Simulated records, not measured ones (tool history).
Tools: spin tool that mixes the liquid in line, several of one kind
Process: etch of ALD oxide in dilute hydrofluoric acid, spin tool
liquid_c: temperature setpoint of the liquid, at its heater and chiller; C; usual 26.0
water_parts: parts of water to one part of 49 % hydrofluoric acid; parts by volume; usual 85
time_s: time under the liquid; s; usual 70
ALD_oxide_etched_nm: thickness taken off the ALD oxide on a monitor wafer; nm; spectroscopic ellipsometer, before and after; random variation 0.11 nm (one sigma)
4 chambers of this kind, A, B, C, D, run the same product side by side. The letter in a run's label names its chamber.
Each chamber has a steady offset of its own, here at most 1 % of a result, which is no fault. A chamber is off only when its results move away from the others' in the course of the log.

run	hour	liquid_c	water_parts	time_s	hours since the thermometer was replaced	hours since the hydrofluoric acid flow meter was replaced	read-back film thickness of the ALD oxide reference wafer, read on the same gauge (nm)	ALD_oxide_etched_nm
1B	8.6	26.0	85	70	441.4	616.9	60.024	12.3920
2C	18.6	26.0	85	70	161.8	809.7	60.007	12.3210
3A	30.2	26.0	85	70	335.4	1319.4	59.998	12.1370
4D	40.9	26.0	85	70	490.1	516.6	60.005	12.4170
5C	48.2	26.0	85	70	191.4	839.3	59.985	12.5150
6D	57.7	26.0	85	70	506.9	533.4	60.016	12.3110
7B	63.6	26.0	85	70	496.4	671.9	59.985	12.3780
8A	71.5	26.0	85	70	376.7	1360.7	60.016	12.5520
9B	83.3	26.0	85	70	516.1	691.6	59.995	12.3890
10C	94.8	26.0	85	70	238.0	885.9	59.997	12.5320
11D	107.0	26.0	85	70	556.2	582.7	59.995	12.2010
12A	113.5	26.0	85	70	418.7	1402.7	60.002	12.2970
13D	126.0	31.0	85	55	575.2	601.7	59.985	11.5700
14B	133.9	31.0	85	55	566.7	742.2	60.014	11.8520
15C	146.5	31.0	85	55	289.7	937.6	60.007	11.8750
16A	152.7	31.0	85	55	457.9	1441.9	59.978	11.6420
17B	162.0	26.0	85	70	594.8	770.3	60.010	12.5160
18C	169.8	26.0	85	70	313.0	960.9	59.982	12.5220
19D	177.6	26.0	85	70	626.8	653.3	59.992	12.3060
20A	189.0	26.0	85	70	494.2	1478.2	59.985	12.1070
21A	195.5	21.5	85	70	500.7	1484.7	60.011	10.1400
22B	201.5	21.5	85	70	634.3	809.8	59.992	10.4080
23D	210.5	21.5	85	70	659.7	686.2	60.025	10.3100
24C	220.7	21.5	85	70	363.9	1011.8	60.010	10.3370
25B	232.8	26.0	85	70	665.6	841.1	60.027	12.4620
26C	242.0	26.0	85	70	385.2	1033.1	60.015	12.4940
27A	249.7	26.0	85	70	554.9	1538.9	59.997	12.0160
28D	257.6	26.0	85	70	706.8	733.3	60.025	12.4900
# hour 265.9: chamber D: hydrofluoric acid flow meter replaced
29C	267.1	28.0	85	45	410.3	1058.2	60.003	8.6102
30A	280.4	28.0	85	45	585.6	1569.6	60.019	8.2095
31D	288.6	28.0	85	45	737.8	22.7	59.999	8.7036
32B	300.8	28.0	85	45	733.6	909.1	59.995	8.6072
33B	309.8	26.0	85	70	742.6	918.1	60.015	12.2720
34C	321.6	26.0	85	70	464.8	1112.7	59.981	12.4210
# hour 322.5: chamber A: hydrofluoric acid flow meter replaced
35D	332.5	26.0	85	70	781.7	66.6	60.020	12.5170
36A	345.2	26.0	85	70	650.4	22.7	59.993	11.5960
37B	357.0	26.0	85	70	789.8	965.3	59.974	12.3190
38C	364.6	27.5	85	55	507.8	1155.7	59.985	10.3440
39D	373.4	27.5	85	55	822.6	107.5	60.019	10.4470
40A	386.4	27.5	85	55	691.6	63.9	59.988	9.6280

What goes on in this fleet: one chamber off, a drifting gauge, or nothing beyond the chambers' own small offsets? Name the chamber and the cause, if any.

Chamber A drifts away from the others.
Cause: liquid colder than its thermometer reads (K) = 2.04.

Here are 4 candidates for chamber A's next run, each the usual settings with a change, their results left as question marks. Which one brings its results back in line with what the others give on the usual settings?
In line means no further than this from the other chambers' mean on the usual settings: ALD_oxide_etched_nm 0.3900 nm
41A-1	396.1	26.5	85	70				?
41A-2	396.1	25.5	85	70				?
41A-3	396.1	24.0	85	70				?
41A-4	396.1	26.0	85	75				?

The other chambers' mean on the usual settings: ALD_oxide_etched_nm 12.3950 nm
run	ALD_oxide_etched_nm
41A-1	11.7590
41A-2	11.3020
41A-3	10.6440
41A-4	12.3500
41A-4 brings the chamber back in line.
